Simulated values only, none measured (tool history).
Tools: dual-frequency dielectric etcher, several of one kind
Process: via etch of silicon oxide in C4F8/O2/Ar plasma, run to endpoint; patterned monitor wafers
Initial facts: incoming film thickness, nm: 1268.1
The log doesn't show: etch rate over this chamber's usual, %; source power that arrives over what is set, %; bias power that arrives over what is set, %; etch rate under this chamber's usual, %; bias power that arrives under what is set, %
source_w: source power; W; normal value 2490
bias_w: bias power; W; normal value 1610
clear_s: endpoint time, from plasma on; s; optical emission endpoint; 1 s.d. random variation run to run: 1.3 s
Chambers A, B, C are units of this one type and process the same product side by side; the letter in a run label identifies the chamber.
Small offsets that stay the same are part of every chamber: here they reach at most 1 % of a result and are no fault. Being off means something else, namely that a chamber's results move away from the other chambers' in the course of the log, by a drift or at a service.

| run | hour | source_w | bias_w | hours since the last wet clean | hours since the last source power generator calibration | hours since the last bias power generator calibration | clear_s |
|---|---|---|---|---|---|---|---|
| 1C | 6.5 | 2490 | 1610 | 312.8 | 175.8 | 1217.7 | 242.86 |
| 2A | 14.9 | 2490 | 1610 | 170.2 | 1744.8 | 343.6 | 241.71 |
| 3B | 25.6 | 2490 | 1610 | 147.3 | 1535.6 | 2554.1 | 243.01 |
| 4C | 37.1 | 2490 | 1610 | 343.4 | 206.4 | 1248.3 | 242.30 |
| 5B | 48.1 | 2490 | 1758 | 169.8 | 1558.1 | 2576.6 | 238.15 |
| 6A | 58.9 | 2490 | 1758 | 214.2 | 1788.8 | 387.6 | 234.24 |
| 7C | 71.0 | 2490 | 1758 | 377.3 | 240.3 | 1282.2 | 235.54 |
| 8B | 78.3 | 2490 | 1610 | 200.0 | 1588.3 | 2606.8 | 246.20 |
| 9A | 87.4 | 2490 | 1610 | 242.7 | 1817.3 | 416.1 | 239.45 |
| 10A | 93.7 | 2490 | 1610 | 249.0 | 1823.6 | 422.4 | 241.18 |
| 11B | 106.7 | 2490 | 1610 | 228.4 | 1616.7 | 2635.2 | 245.14 |
| 12C | 117.9 | 2490 | 1866 | 424.2 | 287.2 | 1329.1 | 233.87 |
| 13A | 127.6 | 2490 | 1866 | 282.9 | 1857.5 | 456.3 | 234.44 |
| 14B | 134.5 | 2490 | 1866 | 256.2 | 1644.5 | 2663.0 | 232.80 |
|  | 141.5 | chamber C: wet clean of the chamber |
| 15C | 145.9 | 2490 | 1610 | 4.4 | 315.2 | 1357.1 | 250.01 |
| 16B | 153.6 | 2880 | 1746 | 275.3 | 1663.6 | 2682.1 | 224.62 |
| 17A | 162.0 | 2880 | 1746 | 317.3 | 1891.9 | 490.7 | 220.99 |
| 18C | 174.5 | 2880 | 1746 | 33.0 | 343.8 | 1385.7 | 229.37 |
|  | 184.7 | chamber A: wet clean of the chamber |
| 19B | 186.9 | 2490 | 1610 | 308.6 | 1696.9 | 2715.4 | 244.69 |
| 20C | 195.1 | 2490 | 1610 | 53.6 | 364.4 | 1406.3 | 251.84 |
| 21A | 206.8 | 1910 | 1821 | 22.2 | 1936.7 | 535.5 | 257.39 |
| 22C | 215.7 | 1910 | 1821 | 74.2 | 385.0 | 1426.9 | 270.47 |
| 23A | 228.4 | 1910 | 1821 | 43.8 | 1958.3 | 557.1 | 259.09 |
| 24B | 238.4 | 2490 | 1610 | 360.1 | 1748.4 | 2766.9 | 245.05 |
| 25A | 248.2 | 2490 | 1610 | 63.6 | 1978.1 | 576.9 | 241.24 |
| 26B | 258.2 | 2490 | 1610 | 379.9 | 1768.2 | 2786.7 | 245.89 |
| 27C | 271.1 | 2490 | 1610 | 129.6 | 440.4 | 1482.3 | 250.10 |

For the next run the whole fleet of 3 chambers uses the same settings. Give each chamber's results:
| 28A | 281.0 | 2040 | 1610 |  |  |  | ? |
| 28B | 281.0 | 2040 | 1610 |  |  |  | ? |
| 28C | 281.0 | 2040 | 1610 |  |  |  | ? |

| run | clear_s |
|---|---|
| 28A | 261.94 |
| 28B | 265.77 |
| 28C | 272.28 |
